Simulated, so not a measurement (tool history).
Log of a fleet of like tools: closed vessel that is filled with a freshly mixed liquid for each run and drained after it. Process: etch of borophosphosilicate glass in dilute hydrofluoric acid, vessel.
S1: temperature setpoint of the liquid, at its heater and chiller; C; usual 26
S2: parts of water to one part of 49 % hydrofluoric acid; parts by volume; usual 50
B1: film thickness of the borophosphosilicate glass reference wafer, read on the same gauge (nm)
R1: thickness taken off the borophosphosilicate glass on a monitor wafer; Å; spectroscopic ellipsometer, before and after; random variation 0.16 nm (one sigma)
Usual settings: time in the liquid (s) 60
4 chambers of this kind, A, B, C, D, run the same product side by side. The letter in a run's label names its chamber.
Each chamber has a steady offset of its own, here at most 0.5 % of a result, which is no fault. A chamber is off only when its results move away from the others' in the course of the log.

{"run": "1D", "hour": 7.8, "S1": 26, "S2": 50, "time in the liquid (s)": 60, "B1": 110.04, "R1": 478.35}
{"run": "2B", "hour": 13.8, "S1": 26, "S2": 50, "time in the liquid (s)": 60, "B1": 110.0, "R1": 484.56}
{"run": "3C", "hour": 20.9, "S1": 26, "S2": 50, "time in the liquid (s)": 60, "B1": 110.01, "R1": 478.45}
{"run": "4A", "hour": 28.4, "S1": 26, "S2": 50, "time in the liquid (s)": 60, "B1": 110.02, "R1": 485.4}
{"run": "5C", "hour": 33.2, "S1": 26, "S2": 50, "time in the liquid (s)": 60, "B1": 109.99, "R1": 481.09}
{"run": "6B", "hour": 41.3, "S1": 26, "S2": 60, "time in the liquid (s)": 85, "B1": 109.99, "R1": 562.06}
{"run": "7A", "hour": 45.6, "S1": 26, "S2": 60, "time in the liquid (s)": 85, "B1": 109.97, "R1": 562.49}
{"run": "8D", "hour": 50.7, "S1": 26, "S2": 60, "time in the liquid (s)": 85, "B1": 110.0, "R1": 557.95}
{"run": "9A", "hour": 59.2, "S1": 26, "S2": 60, "time in the liquid (s)": 85, "B1": 110.02, "R1": 565.8}
{"run": "10C", "hour": 68.3, "S1": 26, "S2": 50, "time in the liquid (s)": 60, "B1": 109.98, "R1": 484.17}
{"run": "11B", "hour": 77.3, "S1": 31, "S2": 50, "time in the liquid (s)": 85, "B1": 109.98, "R1": 839.78}
{"run": "12D", "hour": 81.7, "S1": 31, "S2": 50, "time in the liquid (s)": 85, "B1": 110.01, "R1": 835.64}
{"run": "13A", "hour": 88.2, "S1": 31, "S2": 50, "time in the liquid (s)": 85, "B1": 110.03, "R1": 831.26}
{"run": "14B", "hour": 97.2, "S1": 31, "S2": 50, "time in the liquid (s)": 85, "B1": 110.01, "R1": 841.36}
{"run": "15D", "hour": 104.6, "S1": 26, "S2": 50, "time in the liquid (s)": 60, "B1": 110.0, "R1": 481.25}
{"run": "16C", "hour": 110.7, "S1": 26, "S2": 50, "time in the liquid (s)": 60, "B1": 110.01, "R1": 483.03}
{"hour": 113.4, "done": "chamber D: hydrofluoric acid flow meter replaced"}
{"run": "17D", "hour": 115.0, "S1": 26, "S2": 50, "time in the liquid (s)": 60, "B1": 109.98, "R1": 482.27}
{"run": "18A", "hour": 123.7, "S1": 26, "S2": 50, "time in the liquid (s)": 60, "B1": 110.0, "R1": 475.8}
{"hour": 128.1, "done": "chamber C: thermometer replaced"}
{"run": "19B", "hour": 132.9, "S1": 26, "S2": 50, "time in the liquid (s)": 60, "B1": 109.99, "R1": 484.35}
{"run": "20C", "hour": 142.2, "S1": 26, "S2": 50, "time in the liquid (s)": 60, "B1": 110.0, "R1": 485.91}
{"run": "21D", "hour": 150.4, "S1": 26, "S2": 50, "time in the liquid (s)": 60, "B1": 110.01, "R1": 481.77}
{"run": "22B", "hour": 156.2, "S1": 26, "S2": 50, "time in the liquid (s)": 60, "B1": 110.01, "R1": 486.18}
{"run": "23C", "hour": 160.9, "S1": 26, "S2": 50, "time in the liquid (s)": 60, "B1": 110.0, "R1": 484.51}
{"run": "24A", "hour": 169.3, "S1": 26, "S2": 50, "time in the liquid (s)": 60, "B1": 110.0, "R1": 470.72}
{"run": "25A", "hour": 175.6, "S1": 26, "S2": 50, "time in the liquid (s)": 60, "B1": 109.98, "R1": 471.42}
{"run": "26B", "hour": 180.4, "S1": 26, "S2": 50, "time in the liquid (s)": 60, "B1": 109.99, "R1": 483.44}
{"run": "27C", "hour": 188.8, "S1": 26, "S2": 50, "time in the liquid (s)": 60, "B1": 110.0, "R1": 481.96}
{"run": "28D", "hour": 196.5, "S1": 26, "S2": 50, "time in the liquid (s)": 60, "B1": 109.99, "R1": 481.52}
{"run": "29C", "hour": 202.7, "S1": 26, "S2": 50, "time in the liquid (s)": 60, "B1": 110.0, "R1": 485.89}

Next, every chamber runs the same settings. What will each give?
{"run": "30A", "hour": 209.7, "S1": 26, "S2": 50, "time in the liquid (s)": 60, "R1": "?"}
{"run": "30B", "hour": 209.7, "S1": 26, "S2": 50, "time in the liquid (s)": 60, "R1": "?"}
{"run": "30C", "hour": 209.7, "S1": 26, "S2": 50, "time in the liquid (s)": 60, "R1": "?"}
{"run": "30D", "hour": 209.7, "S1": 26, "S2": 50, "time in the liquid (s)": 60, "R1": "?"}

run=30A R1=465.79
run=30B R1=484.85
run=30C R1=482.77
run=30D R1=484.40

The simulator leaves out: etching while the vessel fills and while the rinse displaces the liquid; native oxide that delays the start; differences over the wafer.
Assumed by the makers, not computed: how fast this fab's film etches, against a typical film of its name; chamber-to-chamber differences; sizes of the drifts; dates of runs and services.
